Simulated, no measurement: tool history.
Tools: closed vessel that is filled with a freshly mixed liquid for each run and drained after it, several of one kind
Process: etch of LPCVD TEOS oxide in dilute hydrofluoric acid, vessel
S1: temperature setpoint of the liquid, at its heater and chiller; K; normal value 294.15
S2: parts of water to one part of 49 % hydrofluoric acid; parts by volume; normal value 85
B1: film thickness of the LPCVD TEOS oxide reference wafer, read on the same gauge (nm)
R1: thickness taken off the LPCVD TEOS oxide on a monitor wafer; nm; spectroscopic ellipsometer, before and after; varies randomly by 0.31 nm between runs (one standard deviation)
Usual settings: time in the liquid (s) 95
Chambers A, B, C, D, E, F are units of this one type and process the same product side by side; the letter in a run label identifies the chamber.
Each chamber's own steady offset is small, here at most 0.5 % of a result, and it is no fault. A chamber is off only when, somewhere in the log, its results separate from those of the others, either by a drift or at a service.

Run 1D, hour 3.8: usual settings; B1 50.024. Result: R1 34.246 nm.
Run 2A, hour 6.9: usual settings; B1 49.986. Result: R1 34.026 nm.
Run 3F, hour 10.7: usual settings; B1 49.991. Result: R1 33.767 nm.
Run 4C, hour 15.2: usual settings; B1 50.033. Result: R1 33.498 nm.
Run 5E, hour 19.3: usual settings; B1 49.985. Result: R1 34.103 nm.
At hour 21.8: chamber C: thermometer replaced.
Run 6B, hour 22.2: usual settings; B1 50.001. Result: R1 34.287 nm.
Run 7A, hour 26.1: usual settings but S1 297.65 K, S2 55 parts by volume; B1 49.988. Result: R1 62.472 nm.
Run 8E, hour 29.2: usual settings but S1 297.65 K, S2 55 parts by volume; B1 50.016. Result: R1 62.822 nm.
Run 9B, hour 33.6: usual settings but S1 297.65 K, S2 55 parts by volume; B1 50.001. Result: R1 62.002 nm.
Run 10D, hour 35.9: usual settings but S1 297.65 K, S2 55 parts by volume; B1 50.018. Result: R1 63.161 nm.
Run 11C, hour 39.0: usual settings but S1 297.65 K, S2 55 parts by volume; B1 50.011. Result: R1 61.827 nm.
Run 12F, hour 42.1: usual settings but S1 297.65 K, S2 55 parts by volume; B1 50.007. Result: R1 61.470 nm.
Run 13B, hour 44.2: usual settings; B1 49.985. Result: R1 33.923 nm.
Run 14F, hour 47.6: usual settings but S2 125 parts by volume; B1 50.001. Result: R1 22.109 nm.
Run 15A, hour 50.7: usual settings but S2 125 parts by volume; B1 50.017. Result: R1 22.405 nm.
Run 16E, hour 53.1: usual settings but S2 125 parts by volume; B1 49.997. Result: R1 21.711 nm.
Run 17D, hour 55.9: usual settings but S2 125 parts by volume; B1 49.995. Result: R1 22.165 nm.
Run 18C, hour 58.2: usual settings but S2 125 parts by volume; B1 50.013. Result: R1 22.177 nm.
Run 19D, hour 62.0: usual settings but S2 125 parts by volume; B1 49.994. Result: R1 22.152 nm.
Run 20F, hour 65.8: usual settings; B1 50.032. Result: R1 34.343 nm.
Run 21C, hour 69.1: usual settings; B1 49.998. Result: R1 33.875 nm.
Run 22B, hour 72.0: usual settings; B1 50.002. Result: R1 34.485 nm.
Run 23A, hour 74.0: usual settings but S2 65 parts by volume; B1 50.032. Result: R1 45.214 nm.
Run 24E, hour 78.1: usual settings but S2 65 parts by volume; B1 49.991. Result: R1 44.200 nm.
Run 25D, hour 82.6: usual settings but S2 65 parts by volume; B1 49.990. Result: R1 45.178 nm.
Run 26E, hour 86.0: usual settings but S2 65 parts by volume; B1 49.999. Result: R1 43.244 nm.
Run 27C, hour 88.8: usual settings but S2 65 parts by volume; B1 49.995. Result: R1 44.952 nm.
Run 28B, hour 92.6: usual settings but S2 65 parts by volume; B1 50.002. Result: R1 44.938 nm.
Run 29F, hour 97.1: usual settings but S2 60 parts by volume, time in the liquid (s) 150; B1 50.022. Result: R1 78.634 nm.
Run 30A, hour 100.8: usual settings but S2 60 parts by volume, time in the liquid (s) 150; B1 49.990. Result: R1 77.331 nm.
Run 31A, hour 103.1: usual settings but S2 60 parts by volume, time in the liquid (s) 150; B1 49.990. Result: R1 76.815 nm.
Run 32F, hour 105.3: usual settings but S2 60 parts by volume, time in the liquid (s) 150; B1 49.993. Result: R1 78.435 nm.
Run 33C, hour 108.0: usual settings but S2 60 parts by volume, time in the liquid (s) 150; B1 49.982. Result: R1 77.291 nm.
Run 34B, hour 111.0: usual settings but S2 60 parts by volume, time in the liquid (s) 150; B1 50.000. Result: R1 77.394 nm.
Run 35D, hour 115.5: usual settings; B1 50.009. Result: R1 34.053 nm.
Run 36E, hour 118.4: usual settings; B1 50.011. Result: R1 31.468 nm.

All 6 chambers run these settings next. Forecast each chamber's results:
Run 37A, hour 121.8: usual settings. Result: R1 ?.
Run 37B, hour 121.8: usual settings. Result: R1 ?.
Run 37C, hour 121.8: usual settings. Result: R1 ?.
Run 37D, hour 121.8: usual settings. Result: R1 ?.
Run 37E, hour 121.8: usual settings. Result: R1 ?.
Run 37F, hour 121.8: usual settings. Result: R1 ?.

run      R1
37A  33.929
37B  34.094
37C  33.911
37D  34.393
37E  31.809
37F  33.761

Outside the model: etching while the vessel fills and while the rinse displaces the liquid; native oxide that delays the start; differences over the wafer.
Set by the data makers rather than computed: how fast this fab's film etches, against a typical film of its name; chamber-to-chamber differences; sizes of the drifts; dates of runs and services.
